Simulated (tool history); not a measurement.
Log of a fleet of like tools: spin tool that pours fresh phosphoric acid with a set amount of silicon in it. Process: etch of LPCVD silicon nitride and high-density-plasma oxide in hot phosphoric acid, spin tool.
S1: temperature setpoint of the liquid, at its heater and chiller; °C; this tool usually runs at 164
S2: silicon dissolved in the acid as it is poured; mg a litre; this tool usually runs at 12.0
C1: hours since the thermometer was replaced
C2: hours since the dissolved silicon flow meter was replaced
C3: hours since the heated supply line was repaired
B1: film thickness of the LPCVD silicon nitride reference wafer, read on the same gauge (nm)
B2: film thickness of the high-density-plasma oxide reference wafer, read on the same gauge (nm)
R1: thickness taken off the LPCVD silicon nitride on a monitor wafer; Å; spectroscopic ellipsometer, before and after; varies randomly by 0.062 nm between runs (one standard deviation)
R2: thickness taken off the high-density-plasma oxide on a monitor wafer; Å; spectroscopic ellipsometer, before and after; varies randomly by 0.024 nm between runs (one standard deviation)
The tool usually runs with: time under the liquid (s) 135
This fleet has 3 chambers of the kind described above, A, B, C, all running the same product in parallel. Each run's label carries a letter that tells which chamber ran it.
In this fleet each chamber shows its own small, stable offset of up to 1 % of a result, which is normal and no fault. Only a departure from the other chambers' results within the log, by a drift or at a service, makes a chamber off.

run 1A hour=8.0 | S1=164 S2=12.0 time_under_the_liquid_(s)=135 | C1=786.0 C2=2107.1 C3=2439.3 | B1=70.070 B2=130.01 | R1=132.320 R2=6.2056
run 2B hour=16.3 | S1=164 S2=12.0 time_under_the_liquid_(s)=135 | C1=1562.6 C2=1608.2 C3=1056.7 | B1=70.029 B2=129.98 | R1=134.540 R2=6.0994
run 3C hour=24.0 | S1=164 S2=12.0 time_under_the_liquid_(s)=135 | C1=686.9 C2=1251.3 C3=95.6 | B1=69.990 B2=130.01 | R1=132.910 R2=6.1350
run 4C hour=29.8 | S1=164 S2=12.0 time_under_the_liquid_(s)=135 | C1=692.7 C2=1257.1 C3=101.4 | B1=69.954 B2=129.99 | R1=133.450 R2=5.6792
run 5A hour=41.8 | S1=164 S2=12.0 time_under_the_liquid_(s)=170 | C1=819.8 C2=2140.9 C3=2473.1 | B1=70.023 B2=130.01 | R1=167.270 R2=7.4257
run 6B hour=53.4 | S1=164 S2=12.0 time_under_the_liquid_(s)=170 | C1=1599.7 C2=1645.3 C3=1093.8 | B1=69.977 B2=130.03 | R1=170.130 R2=7.1200
run 7B hour=63.2 | S1=164 S2=12.0 time_under_the_liquid_(s)=170 | C1=1609.5 C2=1655.1 C3=1103.6 | B1=69.979 B2=130.00 | R1=169.770 R2=7.5129
run 8C hour=72.8 | S1=163 S2=15.5 time_under_the_liquid_(s)=135 | C1=735.7 C2=1300.1 C3=144.4 | B1=69.997 B2=130.03 | R1=128.460 R2=5.1987
run 9A hour=81.6 | S1=163 S2=15.5 time_under_the_liquid_(s)=135 | C1=859.6 C2=2180.7 C3=2512.9 | B1=69.980 B2=130.02 | R1=129.250 R2=5.3217
run 10A hour=88.6 | S1=163 S2=15.5 time_under_the_liquid_(s)=135 | C1=866.6 C2=2187.7 C3=2519.9 | B1=69.997 B2=130.00 | R1=128.250 R2=5.0771
run 11B hour=93.8 | S1=164 S2=12.0 time_under_the_liquid_(s)=135 | C1=1640.1 C2=1685.7 C3=1134.2 | B1=70.043 B2=130.00 | R1=134.030 R2=6.0822
run 12C hour=100.9 | S1=164 S2=12.0 time_under_the_liquid_(s)=135 | C1=763.8 C2=1328.2 C3=172.5 | B1=69.975 B2=130.01 | R1=133.310 R2=5.7093
run 13A hour=107.9 | S1=164 S2=18.0 time_under_the_liquid_(s)=135 | C1=885.9 C2=2207.0 C3=2539.2 | B1=70.020 B2=130.00 | R1=132.410 R2=4.8868
run 14B hour=118.8 | S1=164 S2=18.0 time_under_the_liquid_(s)=135 | C1=1665.1 C2=1710.7 C3=1159.2 | B1=70.030 B2=130.03 | R1=135.050 R2=4.9580
run 15C hour=126.2 | S1=164 S2=18.0 time_under_the_liquid_(s)=135 | C1=789.1 C2=1353.5 C3=197.8 | B1=69.982 B2=130.02 | R1=131.910 R2=5.0506
run 16B hour=135.1 | S1=164 S2=4.0 time_under_the_liquid_(s)=110 | C1=1681.4 C2=1727.0 C3=1175.5 | B1=69.995 B2=129.99 | R1=109.920 R2=5.8036
run 17C hour=143.8 | S1=164 S2=4.0 time_under_the_liquid_(s)=110 | C1=806.7 C2=1371.1 C3=215.4 | B1=69.960 B2=130.03 | R1=108.440 R2=6.1381
run 18A hour=154.8 | S1=164 S2=4.0 time_under_the_liquid_(s)=110 | C1=932.8 C2=2253.9 C3=2586.1 | B1=70.010 B2=129.97 | R1=107.740 R2=5.5852
run 19A hour=166.6 | S1=163 S2=12.0 time_under_the_liquid_(s)=80 | C1=944.6 C2=2265.7 C3=2597.9 | B1=70.003 B2=129.96 | R1=76.467 R2=3.3183
run 20C hour=173.5 | S1=163 S2=12.0 time_under_the_liquid_(s)=80 | C1=836.4 C2=1400.8 C3=245.1 | B1=70.019 B2=129.98 | R1=76.733 R2=3.4340
run 21B hour=182.0 | S1=163 S2=12.0 time_under_the_liquid_(s)=80 | C1=1728.3 C2=1773.9 C3=1222.4 | B1=69.985 B2=130.02 | R1=76.802 R2=3.6376
run 22A hour=192.1 | S1=164 S2=12.0 time_under_the_liquid_(s)=135 | C1=970.1 C2=2291.2 C3=2623.4 | B1=69.992 B2=129.99 | R1=131.950 R2=6.4071
run 23C hour=198.1 | S1=164 S2=12.0 time_under_the_liquid_(s)=135 | C1=861.0 C2=1425.4 C3=269.7 | B1=70.021 B2=129.99 | R1=132.470 R2=5.9504
run 24B hour=205.1 | S1=164 S2=12.0 time_under_the_liquid_(s)=135 | C1=1751.4 C2=1797.0 C3=1245.5 | B1=70.001 B2=130.01 | R1=135.330 R2=5.8486
run 25C hour=214.9 | S1=164 S2=12.0 time_under_the_liquid_(s)=135 | C1=877.8 C2=1442.2 C3=286.5 | B1=70.003 B2=130.02 | R1=131.970 R2=6.1121
run 26A hour=226.4 | S1=164 S2=12.0 time_under_the_liquid_(s)=135 | C1=1004.4 C2=2325.5 C3=2657.7 | B1=70.013 B2=130.03 | R1=132.340 R2=5.9178
run 27B hour=234.2 | S1=164 S2=12.0 time_under_the_liquid_(s)=135 | C1=1780.5 C2=1826.1 C3=1274.6 | B1=70.022 B2=130.01 | R1=136.060 R2=6.1422
run 28B hour=243.0 | S1=164 S2=19.0 time_under_the_liquid_(s)=135 | C1=1789.3 C2=1834.9 C3=1283.4 | B1=69.990 B2=130.01 | R1=134.760 R2=4.8270
run 29A hour=253.6 | S1=164 S2=19.0 time_under_the_liquid_(s)=135 | C1=1031.6 C2=2352.7 C3=2684.9 | B1=69.992 B2=129.99 | R1=132.010 R2=4.9075
run 30C hour=263.4 | S1=164 S2=19.0 time_under_the_liquid_(s)=135 | C1=926.3 C2=1490.7 C3=335.0 | B1=70.026 B2=129.99 | R1=133.630 R2=4.8099
run 31B hour=272.3 | S1=164 S2=12.0 time_under_the_liquid_(s)=135 | C1=1818.6 C2=1864.2 C3=1312.7 | B1=69.993 B2=129.98 | R1=134.540 R2=6.2502
run 32C hour=283.8 | S1=164 S2=12.0 time_under_the_liquid_(s)=135 | C1=946.7 C2=1511.1 C3=355.4 | B1=69.975 B2=130.03 | R1=132.380 R2=5.5249
run 33A hour=291.4 | S1=164 S2=12.0 time_under_the_liquid_(s)=135 | C1=1069.4 C2=2390.5 C3=2722.7 | B1=69.990 B2=130.00 | R1=132.930 R2=6.0595

Is one chamber out of step, is the gauge drifting, or do the chambers differ by no more than their own small offsets? For an off chamber, give its letter and the likeliest cause.

Nothing is wrong: each chamber keeps only its own small, steady offset and the gauge holds still.

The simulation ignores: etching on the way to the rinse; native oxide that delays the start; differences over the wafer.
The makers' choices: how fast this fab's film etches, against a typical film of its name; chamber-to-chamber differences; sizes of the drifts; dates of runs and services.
